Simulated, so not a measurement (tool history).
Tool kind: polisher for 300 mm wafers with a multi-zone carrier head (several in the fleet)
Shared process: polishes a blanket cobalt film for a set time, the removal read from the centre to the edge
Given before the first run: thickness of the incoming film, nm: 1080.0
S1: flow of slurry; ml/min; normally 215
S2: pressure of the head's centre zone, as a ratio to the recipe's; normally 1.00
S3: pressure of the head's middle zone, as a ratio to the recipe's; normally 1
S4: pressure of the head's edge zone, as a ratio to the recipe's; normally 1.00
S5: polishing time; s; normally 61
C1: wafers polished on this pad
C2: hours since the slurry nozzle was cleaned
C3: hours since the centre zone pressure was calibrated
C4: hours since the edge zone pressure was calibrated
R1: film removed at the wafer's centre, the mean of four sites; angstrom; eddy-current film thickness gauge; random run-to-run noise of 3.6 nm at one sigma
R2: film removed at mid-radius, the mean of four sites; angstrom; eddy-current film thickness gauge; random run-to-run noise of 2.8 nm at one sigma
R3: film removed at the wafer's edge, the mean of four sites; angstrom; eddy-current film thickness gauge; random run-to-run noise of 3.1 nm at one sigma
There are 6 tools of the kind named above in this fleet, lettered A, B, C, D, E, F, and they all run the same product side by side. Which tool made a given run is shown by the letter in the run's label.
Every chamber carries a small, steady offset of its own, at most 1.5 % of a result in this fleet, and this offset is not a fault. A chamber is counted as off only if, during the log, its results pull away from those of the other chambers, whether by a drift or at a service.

run	hour	S1	S2	S3	S4	S5	C1	C2	C3	C4	R1	R2	R3
# hour 0.7: chamber E: slurry nozzle cleaned
# hour 0.9: chamber A: centre zone pressure recalibrated
1A	3.6	215	1.00	1	1.00	61	678	650.1	2.8	344.7	4067.5	4007.8	3975.9
2E	10.9	215	1.00	1	1.00	61	1184	10.3	388.7	1050.8	3993.8	4027.0	3934.9
# hour 12.2: chamber C: worn pad replaced by a new one
# hour 16.4: chamber E: worn pad replaced by a new one
3C	16.7	215	1.00	1	1.00	61	63	561.4	206.0	424.5	4067.4	3997.3	3933.5
# hour 18.6: chamber B: worn pad replaced by a new one
4B	21.0	215	1.00	1	1.00	61	34	51.9	688.4	731.0	4010.5	4019.0	3968.0
# hour 23.1: chamber F: worn pad replaced by a new one
5F	25.2	215	1.00	1	1.00	61	29	603.1	445.0	515.1	3952.8	3994.3	4037.4
# hour 26.1: chamber A: worn pad replaced by a new one
6D	32.8	215	1.00	1	1.00	61	1169	552.9	757.4	900.5	4067.4	4008.1	3945.1
7C	40.1	215	0.93	1	1.00	61	391	584.8	229.4	447.9	3739.4	3971.6	3908.1
8E	47.1	215	0.93	1	1.00	61	430	46.5	424.9	1087.0	3699.5	4014.6	3950.6
9A	51.0	215	0.93	1	1.00	61	350	697.5	50.2	392.1	3762.0	3956.9	4030.6
# hour 55.6: chamber F: centre zone pressure recalibrated
# hour 57.0: chamber F: slurry nozzle cleaned
10B	57.8	215	0.93	1	1.00	61	550	88.7	725.2	767.8	3679.4	4041.0	4004.2
11D	63.8	215	0.93	1	1.00	61	1603	583.9	788.4	931.5	3652.2	3901.3	3864.7
12F	68.0	215	0.93	1	1.00	61	629	11.0	12.4	557.9	3692.7	3960.0	4019.4
# hour 70.4: chamber A: slurry nozzle cleaned
13E	73.6	215	1.00	1	1.00	61	802	73.0	451.4	1113.5	4053.6	4021.2	3988.0
# hour 76.1: chamber B: edge zone pressure recalibrated
# hour 77.2: chamber C: worn pad replaced by a new one
14F	80.2	260	0.93	1	1.00	61	801	23.2	24.6	570.1	3823.1	4121.5	4101.4
15B	85.3	260	0.93	1	1.00	61	936	116.2	752.7	9.3	3852.4	4044.0	4058.7
16C	91.4	260	0.93	1	1.00	61	199	636.1	280.7	499.2	3841.1	4108.2	4011.9
# hour 91.5: chamber A: worn pad replaced by a new one
17D	95.9	260	0.93	1	1.00	61	2053	616.0	820.5	963.6	3679.3	3961.5	3935.7
# hour 101.0: chamber E: edge zone pressure recalibrated
18A	102.3	260	0.93	1	1.00	61	151	31.9	101.5	443.4	3867.2	4139.5	4069.8
# hour 103.0: chamber F: worn pad replaced by a new one
19A	107.9	260	0.93	1	1.00	61	230	37.5	107.1	449.0	3805.3	4110.1	4056.1
# hour 108.9: chamber B: worn pad replaced by a new one
20E	112.9	215	1.00	1	1.08	61	1353	112.3	490.7	12.0	4062.7	4016.1	4160.6
# hour 116.6: chamber E: worn pad replaced by a new one
21D	118.1	215	1.00	1	1.08	61	2365	638.2	842.7	985.8	3804.5	3821.2	3929.3
22F	122.9	215	1.00	1	1.08	61	279	65.9	67.3	612.8	4015.0	3950.3	4158.2
# hour 125.1: chamber C: slurry nozzle cleaned
23B	126.6	215	1.00	1	1.08	61	248	157.5	794.0	50.6	4037.1	4005.6	4174.8
24C	134.1	215	1.00	1	1.08	61	798	9.1	323.4	541.9	4083.0	4026.4	4121.5
# hour 135.6: chamber C: worn pad replaced by a new one
25B	140.7	215	1.00	1	1.08	61	446	171.6	808.1	64.7	3957.3	3980.4	4192.8
26C	145.5	215	1.00	1	1.00	61	138	20.5	334.8	553.3	4040.8	4001.5	3957.9
27A	151.0	215	1.00	1	1.00	61	834	80.6	150.2	492.1	4071.8	4004.1	3987.8
# hour 153.8: chamber A: worn pad replaced by a new one
28F	155.6	215	1.10	1	1.00	61	737	98.6	100.0	645.5	4485.1	4000.5	3976.0
# hour 161.4: chamber D: centre zone pressure recalibrated
29E	163.0	215	1.10	1	1.00	61	650	162.4	540.8	62.1	4471.7	3996.0	3946.9
30D	169.4	215	1.10	1	1.00	61	3084	689.5	8.1	1037.1	4210.1	3747.6	3753.8
31B	174.9	215	1.10	1	1.00	61	926	205.8	842.3	98.9	4389.4	3962.3	3992.9
32D	180.8	215	1.10	1	1.00	61	3244	700.9	19.5	1048.5	4181.0	3673.1	3701.2
33E	184.3	215	1.10	1	1.00	61	949	183.7	562.1	83.4	4439.4	4006.9	3970.8
# hour 186.9: chamber F: worn pad replaced by a new one
34F	188.5	215	1.00	1	1.00	61	23	131.5	132.9	678.4	4036.5	4003.9	4016.1
# hour 189.9: chamber C: worn pad replaced by a new one
35A	196.1	215	1.00	1	1.12	61	593	125.7	195.3	537.2	4065.7	4001.6	4230.9
36C	201.4	215	1.00	1	1.12	61	161	76.4	390.7	609.2	3997.5	4056.7	4152.6
37A	205.2	215	1.00	1	1.12	61	720	134.8	204.4	546.3	4036.0	3996.4	4212.1
38F	212.1	215	1.00	1	1.12	61	354	155.1	156.5	702.0	4037.7	3983.3	4267.6

All chambers now run identical settings, listed one chamber a line with results as question marks. What results will each chamber show?
39A	217.7	215	1.00	1	0.93	61					?	?	?
39B	217.7	215	1.00	1	0.93	61					?	?	?
39C	217.7	215	1.00	1	0.93	61					?	?	?
39D	217.7	215	1.00	1	0.93	61					?	?	?
39E	217.7	215	1.00	1	0.93	61					?	?	?
39F	217.7	215	1.00	1	0.93	61					?	?	?

run	R1	R2	R3
39A	4076.0	3975.5	3875.6
39B	3993.0	4026.8	3814.7
39C	4000.6	4006.8	3847.7
39D	3666.6	3674.8	3534.1
39E	3999.4	4019.4	3796.0
39F	3990.9	4054.2	3816.8
